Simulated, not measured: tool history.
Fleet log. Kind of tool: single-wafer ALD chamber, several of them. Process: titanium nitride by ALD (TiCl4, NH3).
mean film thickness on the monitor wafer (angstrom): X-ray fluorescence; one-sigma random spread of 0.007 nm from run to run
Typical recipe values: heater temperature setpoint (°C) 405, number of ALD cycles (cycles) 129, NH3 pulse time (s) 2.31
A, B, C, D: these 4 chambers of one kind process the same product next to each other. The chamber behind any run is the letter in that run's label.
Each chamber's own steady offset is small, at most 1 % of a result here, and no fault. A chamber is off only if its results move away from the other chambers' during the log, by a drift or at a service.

run   hour  heater temperature setpoint (°C)  number of ALD cycles (cycles)  NH3 pulse time (s)  hours since the last thermocouple change  read-back reference wafer on the same gauge, thickness_nm  mean film thickness on the monitor wafer (angstrom)
 1A    8.6                               405                            129                2.31                                    2015.1                                                     2.5707                                               28.447
 2B   15.3                               405                            129                2.31                                     442.4                                                     2.5708                                               28.610
 3C   22.8                               405                            129                2.31                                    1794.5                                                     2.5711                                               28.988
 4D   31.0                               405                            129                2.31                                    1388.6                                                     2.5713                                               28.844
 5A   38.7                               405                            129                2.31                                    2045.2                                                     2.5707                                               28.672
 6C   44.3                               405                            129                2.31                                    1816.0                                                     2.5704                                               28.739
 7D   50.1                               405                            129                2.31                                    1407.7                                                     2.5718                                               28.768
 8B   54.0                               414                            129                2.31                                     481.1                                                     2.5707                                               28.592
      56.0  -- chamber A: thermocouple changed; heater temperature recalibrated
 9B   60.0                               414                            129                2.31                                     487.1                                                     2.5695                                               28.666
10C   64.7                               414                            129                2.31                                    1836.4                                                     2.5705                                               28.852
11A   72.0                               414                            129                2.31                                      16.1                                                     2.5705                                               28.649
12D   78.2                               405                            129                2.31                                    1435.8                                                     2.5673                                               28.647
13D   83.7                               405                            129                2.31                                    1441.3                                                     2.5691                                               28.838
14B   89.0                               405                            144                1.90                                     516.1                                                     2.5706                                               31.656
15A   96.6                               405                            144                1.90                                      40.7                                                     2.5710                                               31.627
16C  102.0                               405                            144                1.90                                    1873.7                                                     2.5705                                               31.936
17B  109.2                               405                            144                1.90                                     536.3                                                     2.5688                                               31.687
18A  115.3                               405                            129                1.88                                      59.4                                                     2.5698                                               28.187
19D  123.2                               405                            129                1.88                                    1480.8                                                     2.5702                                               28.503
20C  130.2                               405                            129                1.88                                    1901.9                                                     2.5694                                               28.665
21C  136.3                               405                            129                1.88                                    1908.0                                                     2.5703                                               28.648
22D  141.1                               405                            129                2.83                                    1498.7                                                     2.5711                                               28.926
23A  149.1                               405                            129                2.83                                      93.2                                                     2.5709                                               28.773
24B  157.8                               405                            129                2.83                                     584.9                                                     2.5722                                               28.778
25D  165.3                               405                            129                2.83                                    1522.9                                                     2.5698                                               29.064
26C  169.7                               418                            129                2.63                                    1941.4                                                     2.5682                                               29.110
27B  175.4                               418                            129                2.63                                     602.5                                                     2.5691                                               28.754
28A  180.9                               418                            129                2.63                                     125.0                                                     2.5695                                               28.661
29C  188.9                               418                            129                2.63                                    1960.6                                                     2.5700                                               29.174
30A  196.7                               405                            129                2.31                                     140.8                                                     2.5705                                               28.482
31D  204.2                               405                            129                2.31                                    1561.8                                                     2.5698                                               28.755
32B  212.1                               405                            129                2.31                                     639.2                                                     2.5704                                               28.533

Each of the 4 chambers runs these same settings next. Fill in every chamber's results:
33A  218.5                               405                            129                2.31                                                                                                                                                         ?
33B  218.5                               405                            129                2.31                                                                                                                                                         ?
33C  218.5                               405                            129                2.31                                                                                                                                                         ?
33D  218.5                               405                            129                2.31                                                                                                                                                         ?

run  mean film thickness on the monitor wafer (angstrom)
33A                                               28.465
33B                                               28.517
33C                                               29.007
33D                                               28.807
